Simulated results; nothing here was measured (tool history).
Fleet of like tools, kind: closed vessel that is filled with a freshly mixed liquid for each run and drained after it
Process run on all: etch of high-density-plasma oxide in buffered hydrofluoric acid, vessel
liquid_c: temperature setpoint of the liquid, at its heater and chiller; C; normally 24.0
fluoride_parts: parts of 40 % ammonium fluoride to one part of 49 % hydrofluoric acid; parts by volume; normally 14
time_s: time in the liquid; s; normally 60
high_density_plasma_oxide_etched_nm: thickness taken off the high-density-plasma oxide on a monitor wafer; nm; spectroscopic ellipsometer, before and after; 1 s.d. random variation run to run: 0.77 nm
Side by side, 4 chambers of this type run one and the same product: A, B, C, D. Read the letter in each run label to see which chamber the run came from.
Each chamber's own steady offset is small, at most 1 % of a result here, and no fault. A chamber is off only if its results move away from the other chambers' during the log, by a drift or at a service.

| run | day | liquid_c | fluoride_parts | time_s | hours since the thermometer was replaced | hours since the hydrofluoric acid flow meter was replaced | read-back film thickness of the high-density-plasma oxide reference wafer, read on the same gauge (nm) | high_density_plasma_oxide_etched_nm |
|---|---|---|---|---|---|---|---|---|
|  | 0.075 | chamber B: hydrofluoric acid flow meter replaced |
| 1B | 0.304 | 24.0 | 14 | 60 | 498.4 | 5.5 | 99.991 | 84.609 |
| 2C | 0.558 | 24.0 | 14 | 60 | 631.4 | 183.5 | 100.010 | 86.338 |
| 3A | 0.788 | 24.0 | 14 | 60 | 2332.0 | 52.3 | 100.010 | 86.471 |
| 4D | 0.971 | 24.0 | 14 | 60 | 1474.7 | 73.8 | 99.990 | 86.858 |
| 5C | 1.212 | 24.0 | 14 | 60 | 647.1 | 199.2 | 100.010 | 86.311 |
| 6D | 1.529 | 24.0 | 14 | 60 | 1488.1 | 87.2 | 99.997 | 86.418 |
| 7B | 1.829 | 24.0 | 14 | 60 | 535.0 | 42.1 | 100.020 | 86.755 |
| 8A | 2.062 | 24.0 | 14 | 60 | 2362.6 | 82.9 | 99.991 | 86.367 |
| 9D | 2.367 | 24.0 | 14 | 60 | 1508.2 | 107.3 | 99.996 | 86.640 |
| 10A | 2.646 | 24.0 | 14 | 60 | 2376.6 | 96.9 | 99.995 | 87.238 |
| 11B | 2.929 | 24.0 | 14 | 60 | 561.4 | 68.5 | 99.997 | 85.974 |
| 12C | 3.221 | 24.0 | 14 | 60 | 695.3 | 247.4 | 100.000 | 86.181 |
| 13C | 3.600 | 24.0 | 14 | 60 | 704.4 | 256.5 | 100.000 | 84.599 |
| 14B | 3.854 | 24.0 | 14 | 60 | 583.6 | 90.7 | 100.010 | 85.475 |
| 15A | 4.050 | 24.0 | 14 | 45 | 2410.3 | 130.6 | 99.984 | 65.220 |
| 16D | 4.371 | 24.0 | 14 | 45 | 1556.3 | 155.4 | 100.010 | 64.994 |
| 17D | 4.546 | 24.0 | 14 | 45 | 1560.5 | 159.6 | 99.984 | 64.590 |
| 18B | 4.821 | 24.0 | 14 | 45 | 606.8 | 113.9 | 99.989 | 64.777 |
| 19C | 5.029 | 24.0 | 14 | 60 | 738.7 | 290.8 | 100.010 | 85.082 |
| 20A | 5.283 | 24.0 | 14 | 75 | 2439.9 | 160.2 | 99.965 | 108.180 |
| 21A | 5.496 | 24.0 | 14 | 75 | 2445.0 | 165.3 | 100.010 | 106.590 |
| 22C | 5.792 | 24.0 | 14 | 75 | 757.0 | 309.1 | 100.000 | 105.340 |
| 23D | 6.062 | 24.0 | 14 | 75 | 1596.9 | 196.0 | 100.020 | 108.490 |
| 24B | 6.275 | 24.0 | 14 | 60 | 641.7 | 148.8 | 100.010 | 85.441 |
| 25B | 6.562 | 24.0 | 14 | 60 | 648.6 | 155.7 | 100.000 | 85.845 |
| 26D | 6.733 | 24.0 | 14 | 60 | 1613.0 | 212.1 | 99.984 | 86.543 |
| 27C | 6.975 | 24.0 | 14 | 60 | 785.4 | 337.5 | 100.000 | 85.765 |
| 28A | 7.354 | 25.5 | 14 | 85 | 2489.6 | 209.9 | 99.991 | 136.480 |
| 29A | 7.567 | 25.5 | 14 | 85 | 2494.7 | 215.0 | 100.010 | 133.030 |
| 30D | 7.867 | 25.5 | 14 | 85 | 1640.2 | 239.3 | 99.980 | 133.000 |
| 31B | 8.200 | 25.5 | 14 | 85 | 687.9 | 195.0 | 100.000 | 133.540 |
| 32C | 8.433 | 24.0 | 14 | 60 | 820.4 | 372.5 | 100.010 | 84.888 |
| 33C | 8.771 | 24.0 | 14 | 60 | 828.5 | 380.6 | 99.997 | 84.961 |
| 34A | 9.054 | 24.0 | 14 | 60 | 2530.4 | 250.7 | 99.986 | 86.452 |
| 35D | 9.258 | 24.0 | 14 | 60 | 1673.6 | 272.7 | 99.982 | 85.677 |
| 36B | 9.504 | 24.0 | 14 | 60 | 719.2 | 226.3 | 99.996 | 85.927 |
| 37C | 9.788 | 24.0 | 14 | 60 | 852.9 | 405.0 | 100.000 | 85.669 |
| 38D | 10.008 | 24.0 | 14 | 60 | 1691.6 | 290.7 | 100.000 | 86.658 |

Has any chamber moved away from the others, gradually or after a service, or does the common gauge drift, or do the chambers differ only by their own small steady offsets? State the chamber and the most likely cause if one applies.

The fleet is healthy, with each chamber sitting at its usual small offset and no drift in the gauge.
